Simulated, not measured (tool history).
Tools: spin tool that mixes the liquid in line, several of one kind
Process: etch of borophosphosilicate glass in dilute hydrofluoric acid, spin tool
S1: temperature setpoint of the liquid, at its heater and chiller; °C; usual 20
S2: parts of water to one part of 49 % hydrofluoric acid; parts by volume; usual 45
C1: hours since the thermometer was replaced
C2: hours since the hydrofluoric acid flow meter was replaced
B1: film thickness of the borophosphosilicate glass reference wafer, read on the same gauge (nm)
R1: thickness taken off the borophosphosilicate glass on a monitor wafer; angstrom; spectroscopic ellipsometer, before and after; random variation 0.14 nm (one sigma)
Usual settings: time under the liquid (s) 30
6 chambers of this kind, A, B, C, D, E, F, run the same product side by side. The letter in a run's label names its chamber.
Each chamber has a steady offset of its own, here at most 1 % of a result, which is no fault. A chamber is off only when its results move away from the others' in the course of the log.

{"run": "1A", "hour": 7.7, "S1": 20, "S2": 45, "time under the liquid (s)": 30, "C1": 1131.7, "C2": 214.9, "B1": 140.03, "R1": 279.17}
{"run": "2F", "hour": 13.4, "S1": 20, "S2": 45, "time under the liquid (s)": 30, "C1": 644.6, "C2": 669.3, "B1": 139.98, "R1": 283.15}
{"hour": 14.7, "done": "chamber D: hydrofluoric acid flow meter replaced"}
{"run": "3C", "hour": 21.6, "S1": 20, "S2": 45, "time under the liquid (s)": 30, "C1": 1433.1, "C2": 1824.6, "B1": 139.96, "R1": 280.41}
{"run": "4D", "hour": 26.6, "S1": 20, "S2": 45, "time under the liquid (s)": 30, "C1": 1946.6, "C2": 11.9, "B1": 140, "R1": 281.27}
{"run": "5B", "hour": 32.3, "S1": 20, "S2": 45, "time under the liquid (s)": 30, "C1": 1370.6, "C2": 149.9, "B1": 139.92, "R1": 282.72}
{"run": "6E", "hour": 36.8, "S1": 20, "S2": 45, "time under the liquid (s)": 30, "C1": 800.5, "C2": 613.4, "B1": 140.06, "R1": 281.83}
{"run": "7C", "hour": 45.3, "S1": 20, "S2": 45, "time under the liquid (s)": 30, "C1": 1456.8, "C2": 1848.3, "B1": 140.03, "R1": 281.71}
{"run": "8F", "hour": 54.9, "S1": 20, "S2": 45, "time under the liquid (s)": 30, "C1": 686.1, "C2": 710.8, "B1": 140.05, "R1": 277.98}
{"run": "9A", "hour": 62.1, "S1": 20, "S2": 45, "time under the liquid (s)": 30, "C1": 1186.1, "C2": 269.3, "B1": 139.97, "R1": 278.99}
{"run": "10D", "hour": 70.0, "S1": 20, "S2": 45, "time under the liquid (s)": 30, "C1": 1990, "C2": 55.3, "B1": 139.97, "R1": 277.88}
{"run": "11B", "hour": 79.6, "S1": 22, "S2": 55, "time under the liquid (s)": 30, "C1": 1417.9, "C2": 197.2, "B1": 139.99, "R1": 249.35}
{"run": "12E", "hour": 89.8, "S1": 22, "S2": 55, "time under the liquid (s)": 30, "C1": 853.5, "C2": 666.4, "B1": 140.01, "R1": 249.58}
{"run": "13B", "hour": 97.4, "S1": 22, "S2": 55, "time under the liquid (s)": 30, "C1": 1435.7, "C2": 215, "B1": 139.99, "R1": 247.63}
{"run": "14E", "hour": 103.1, "S1": 22, "S2": 55, "time under the liquid (s)": 30, "C1": 866.8, "C2": 679.7, "B1": 140.05, "R1": 247.47}
{"run": "15F", "hour": 112.0, "S1": 22, "S2": 55, "time under the liquid (s)": 30, "C1": 743.2, "C2": 767.9, "B1": 140, "R1": 246.42}
{"run": "16D", "hour": 121.9, "S1": 22, "S2": 55, "time under the liquid (s)": 30, "C1": 2041.9, "C2": 107.2, "B1": 139.95, "R1": 244.94}
{"run": "17C", "hour": 128.8, "S1": 20, "S2": 45, "time under the liquid (s)": 30, "C1": 1540.3, "C2": 1931.8, "B1": 140.01, "R1": 282.39}
{"run": "18A", "hour": 133.5, "S1": 20, "S2": 45, "time under the liquid (s)": 30, "C1": 1257.5, "C2": 340.7, "B1": 140, "R1": 281.18}
{"run": "19E", "hour": 138.8, "S1": 20, "S2": 45, "time under the liquid (s)": 30, "C1": 902.5, "C2": 715.4, "B1": 139.98, "R1": 281.55}
{"run": "20C", "hour": 144.1, "S1": 20, "S2": 45, "time under the liquid (s)": 30, "C1": 1555.6, "C2": 1947.1, "B1": 139.99, "R1": 278.55}
{"hour": 145.4, "done": "chamber B: thermometer replaced"}
{"run": "21F", "hour": 149.2, "S1": 20, "S2": 45, "time under the liquid (s)": 30, "C1": 780.4, "C2": 805.1, "B1": 140.04, "R1": 275.79}
{"run": "22A", "hour": 156.2, "S1": 17, "S2": 45, "time under the liquid (s)": 30, "C1": 1280.2, "C2": 363.4, "B1": 139.97, "R1": 244.97}
{"run": "23D", "hour": 161.3, "S1": 17, "S2": 45, "time under the liquid (s)": 30, "C1": 2081.3, "C2": 146.6, "B1": 139.97, "R1": 244.71}
{"run": "24B", "hour": 166.2, "S1": 17, "S2": 45, "time under the liquid (s)": 30, "C1": 20.9, "C2": 283.8, "B1": 139.95, "R1": 247.74}
{"run": "25C", "hour": 171.3, "S1": 17, "S2": 45, "time under the liquid (s)": 30, "C1": 1582.8, "C2": 1974.3, "B1": 140, "R1": 246.79}
{"run": "26A", "hour": 181.0, "S1": 17, "S2": 45, "time under the liquid (s)": 30, "C1": 1305, "C2": 388.2, "B1": 139.97, "R1": 247.6}
{"run": "27F", "hour": 187.5, "S1": 17, "S2": 45, "time under the liquid (s)": 30, "C1": 818.7, "C2": 843.4, "B1": 139.97, "R1": 237.13}
{"run": "28E", "hour": 193.7, "S1": 20, "S2": 45, "time under the liquid (s)": 30, "C1": 957.4, "C2": 770.3, "B1": 140.02, "R1": 282.42}
{"run": "29B", "hour": 203.1, "S1": 20, "S2": 45, "time under the liquid (s)": 30, "C1": 57.8, "C2": 320.7, "B1": 140.02, "R1": 282.47}
{"run": "30D", "hour": 210.5, "S1": 20, "S2": 45, "time under the liquid (s)": 30, "C1": 2130.5, "C2": 195.8, "B1": 139.99, "R1": 280}
{"run": "31D", "hour": 219.5, "S1": 20, "S2": 45, "time under the liquid (s)": 30, "C1": 2139.5, "C2": 204.8, "B1": 140, "R1": 280.79}
{"run": "32F", "hour": 229.4, "S1": 20, "S2": 45, "time under the liquid (s)": 30, "C1": 860.6, "C2": 885.3, "B1": 140, "R1": 270.67}
{"hour": 232.2, "done": "chamber D: thermometer replaced"}
{"run": "33C", "hour": 236.6, "S1": 20, "S2": 35, "time under the liquid (s)": 30, "C1": 1648.1, "C2": 2039.6, "B1": 140.03, "R1": 368.06}
{"run": "34A", "hour": 244.5, "S1": 20, "S2": 35, "time under the liquid (s)": 30, "C1": 1368.5, "C2": 451.7, "B1": 139.99, "R1": 363.16}
{"run": "35E", "hour": 251.5, "S1": 20, "S2": 35, "time under the liquid (s)": 30, "C1": 1015.2, "C2": 828.1, "B1": 140.01, "R1": 365.67}
{"run": "36B", "hour": 257.0, "S1": 20, "S2": 35, "time under the liquid (s)": 30, "C1": 111.7, "C2": 374.6, "B1": 140.05, "R1": 368.1}
{"run": "37D", "hour": 265.3, "S1": 20, "S2": 35, "time under the liquid (s)": 30, "C1": 33.2, "C2": 250.6, "B1": 139.97, "R1": 363.44}

Next, every chamber runs the same settings. What will each give?
{"run": "38A", "hour": 272.6, "S1": 20, "S2": 45, "time under the liquid (s)": 30, "R1": "?"}
{"run": "38B", "hour": 272.6, "S1": 20, "S2": 45, "time under the liquid (s)": 30, "R1": "?"}
{"run": "38C", "hour": 272.6, "S1": 20, "S2": 45, "time under the liquid (s)": 30, "R1": "?"}
{"run": "38D", "hour": 272.6, "S1": 20, "S2": 45, "time under the liquid (s)": 30, "R1": "?"}
{"run": "38E", "hour": 272.6, "S1": 20, "S2": 45, "time under the liquid (s)": 30, "R1": "?"}
{"run": "38F", "hour": 272.6, "S1": 20, "S2": 45, "time under the liquid (s)": 30, "R1": "?"}

run=38A R1=279.59
run=38B R1=283.26
run=38C R1=279.79
run=38D R1=282.19
run=38E R1=281.77
run=38F R1=269
